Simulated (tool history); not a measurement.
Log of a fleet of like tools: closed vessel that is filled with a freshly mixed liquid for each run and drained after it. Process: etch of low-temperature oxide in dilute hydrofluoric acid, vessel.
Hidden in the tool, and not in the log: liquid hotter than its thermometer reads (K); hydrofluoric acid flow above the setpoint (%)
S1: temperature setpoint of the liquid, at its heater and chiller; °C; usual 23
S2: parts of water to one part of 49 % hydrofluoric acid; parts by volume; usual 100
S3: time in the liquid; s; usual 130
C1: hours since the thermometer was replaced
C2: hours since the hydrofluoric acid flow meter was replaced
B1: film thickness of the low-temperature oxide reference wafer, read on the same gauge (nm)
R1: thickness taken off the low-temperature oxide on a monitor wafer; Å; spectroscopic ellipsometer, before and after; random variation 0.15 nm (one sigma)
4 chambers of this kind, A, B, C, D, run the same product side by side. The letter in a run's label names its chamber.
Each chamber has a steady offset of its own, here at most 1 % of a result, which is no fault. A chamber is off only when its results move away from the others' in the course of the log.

{"run": "1A", "hour": 2.6, "S1": 23, "S2": 100, "S3": 130, "C1": 661.8, "C2": 1358.2, "B1": 30.008, "R1": 167.93}
{"run": "2D", "hour": 5.1, "S1": 23, "S2": 100, "S3": 130, "C1": 1630.5, "C2": 267.5, "B1": 29.929, "R1": 168.98}
{"run": "3B", "hour": 8.0, "S1": 23, "S2": 100, "S3": 130, "C1": 1043.6, "C2": 1614.6, "B1": 29.963, "R1": 168.3}
{"run": "4C", "hour": 10.5, "S1": 23, "S2": 100, "S3": 130, "C1": 1944.8, "C2": 341.0, "B1": 30.031, "R1": 171.97}
{"run": "5B", "hour": 14.1, "S1": 23, "S2": 100, "S3": 130, "C1": 1049.7, "C2": 1620.7, "B1": 30.045, "R1": 170.31}
{"run": "6A", "hour": 16.5, "S1": 23, "S2": 100, "S3": 130, "C1": 675.7, "C2": 1372.1, "B1": 30.02, "R1": 167.03}
{"run": "7C", "hour": 19.8, "S1": 23, "S2": 100, "S3": 130, "C1": 1954.1, "C2": 350.3, "B1": 30.064, "R1": 167.81}
{"run": "8D", "hour": 23.7, "S1": 23, "S2": 100, "S3": 130, "C1": 1649.1, "C2": 286.1, "B1": 29.985, "R1": 169.48}
{"run": "9B", "hour": 27.4, "S1": 23, "S2": 100, "S3": 130, "C1": 1063.0, "C2": 1634.0, "B1": 30.031, "R1": 169.0}
{"run": "10D", "hour": 32.5, "S1": 23, "S2": 100, "S3": 130, "C1": 1657.9, "C2": 294.9, "B1": 29.968, "R1": 168.89}
{"run": "11C", "hour": 36.4, "S1": 23, "S2": 100, "S3": 130, "C1": 1970.7, "C2": 366.9, "B1": 29.991, "R1": 169.4}
{"run": "12A", "hour": 40.6, "S1": 23, "S2": 100, "S3": 130, "C1": 699.8, "C2": 1396.2, "B1": 29.978, "R1": 170.6}
{"hour": 42.9, "done": "chamber B: hydrofluoric acid flow meter replaced"}
{"run": "13A", "hour": 45.0, "S1": 23, "S2": 100, "S3": 130, "C1": 704.2, "C2": 1400.6, "B1": 29.994, "R1": 167.61}
{"run": "14C", "hour": 48.8, "S1": 23, "S2": 100, "S3": 130, "C1": 1983.1, "C2": 379.3, "B1": 29.947, "R1": 167.46}
{"run": "15D", "hour": 51.4, "S1": 21, "S2": 50, "S3": 130, "C1": 1676.8, "C2": 313.8, "B1": 29.958, "R1": 333.06}
{"run": "16B", "hour": 55.1, "S1": 21, "S2": 50, "S3": 130, "C1": 1090.7, "C2": 12.3, "B1": 30.006, "R1": 327.77}
{"run": "17B", "hour": 58.4, "S1": 21, "S2": 50, "S3": 130, "C1": 1094.0, "C2": 15.6, "B1": 30.005, "R1": 328.13}
{"run": "18C", "hour": 62.6, "S1": 21, "S2": 50, "S3": 130, "C1": 1996.9, "C2": 393.1, "B1": 29.954, "R1": 330.07}
{"run": "19D", "hour": 66.1, "S1": 23, "S2": 100, "S3": 130, "C1": 1691.5, "C2": 328.5, "B1": 29.99, "R1": 170.89}
{"run": "20A", "hour": 70.8, "S1": 23, "S2": 100, "S3": 130, "C1": 730.0, "C2": 1426.4, "B1": 29.981, "R1": 172.18}
{"run": "21B", "hour": 74.9, "S1": 23, "S2": 100, "S3": 130, "C1": 1110.5, "C2": 32.1, "B1": 30.004, "R1": 170.93}
{"run": "22C", "hour": 79.1, "S1": 23, "S2": 100, "S3": 130, "C1": 2013.4, "C2": 409.6, "B1": 30.003, "R1": 170.34}
{"run": "23D", "hour": 83.3, "S1": 23, "S2": 100, "S3": 130, "C1": 1708.7, "C2": 345.7, "B1": 29.982, "R1": 167.67}
{"run": "24A", "hour": 86.3, "S1": 23, "S2": 100, "S3": 130, "C1": 745.5, "C2": 1441.9, "B1": 30.02, "R1": 168.17}
{"run": "25B", "hour": 89.5, "S1": 23, "S2": 100, "S3": 130, "C1": 1125.1, "C2": 46.7, "B1": 30.001, "R1": 173.73}
{"run": "26C", "hour": 94.3, "S1": 23, "S2": 100, "S3": 130, "C1": 2028.6, "C2": 424.8, "B1": 30.015, "R1": 170.26}
{"run": "27D", "hour": 99.2, "S1": 23, "S2": 100, "S3": 130, "C1": 1724.6, "C2": 361.6, "B1": 30.009, "R1": 168.13}
{"run": "28A", "hour": 104.4, "S1": 23, "S2": 100, "S3": 130, "C1": 763.6, "C2": 1460.0, "B1": 29.96, "R1": 167.77}
{"run": "29A", "hour": 108.2, "S1": 23, "S2": 100, "S3": 130, "C1": 767.4, "C2": 1463.8, "B1": 30.002, "R1": 170.85}
{"run": "30C", "hour": 112.3, "S1": 23, "S2": 100, "S3": 130, "C1": 2046.6, "C2": 442.8, "B1": 29.933, "R1": 171.09}
{"run": "31D", "hour": 116.0, "S1": 23, "S2": 100, "S3": 130, "C1": 1741.4, "C2": 378.4, "B1": 29.962, "R1": 168.71}
{"run": "32B", "hour": 118.7, "S1": 23, "S2": 100, "S3": 130, "C1": 1154.3, "C2": 75.9, "B1": 29.971, "R1": 179.57}
{"run": "33C", "hour": 123.2, "S1": 23, "S2": 100, "S3": 130, "C1": 2057.5, "C2": 453.7, "B1": 30.002, "R1": 171.35}
{"run": "34B", "hour": 126.4, "S1": 23, "S2": 100, "S3": 130, "C1": 1162.0, "C2": 83.6, "B1": 29.958, "R1": 175.7}
{"run": "35A", "hour": 131.5, "S1": 23, "S2": 100, "S3": 130, "C1": 790.7, "C2": 1487.1, "B1": 30.017, "R1": 166.7}
{"run": "36D", "hour": 134.0, "S1": 23, "S2": 100, "S3": 130, "C1": 1759.4, "C2": 396.4, "B1": 29.99, "R1": 168.71}
{"run": "37B", "hour": 137.4, "S1": 23, "S2": 100, "S3": 130, "C1": 1173.0, "C2": 94.6, "B1": 29.963, "R1": 177.72}
{"run": "38C", "hour": 140.6, "S1": 23, "S2": 100, "S3": 130, "C1": 2074.9, "C2": 471.1, "B1": 29.991, "R1": 168.77}

All 4 chambers run these settings next. Forecast each chamber's results:
{"run": "39A", "hour": 144.4, "S1": 23, "S2": 100, "S3": 130, "R1": "?"}
{"run": "39B", "hour": 144.4, "S1": 23, "S2": 100, "S3": 130, "R1": "?"}
{"run": "39C", "hour": 144.4, "S1": 23, "S2": 100, "S3": 130, "R1": "?"}
{"run": "39D", "hour": 144.4, "S1": 23, "S2": 100, "S3": 130, "R1": "?"}

run=39A R1=169.30
run=39B R1=180.10
run=39C R1=171.08
run=39D R1=166.61
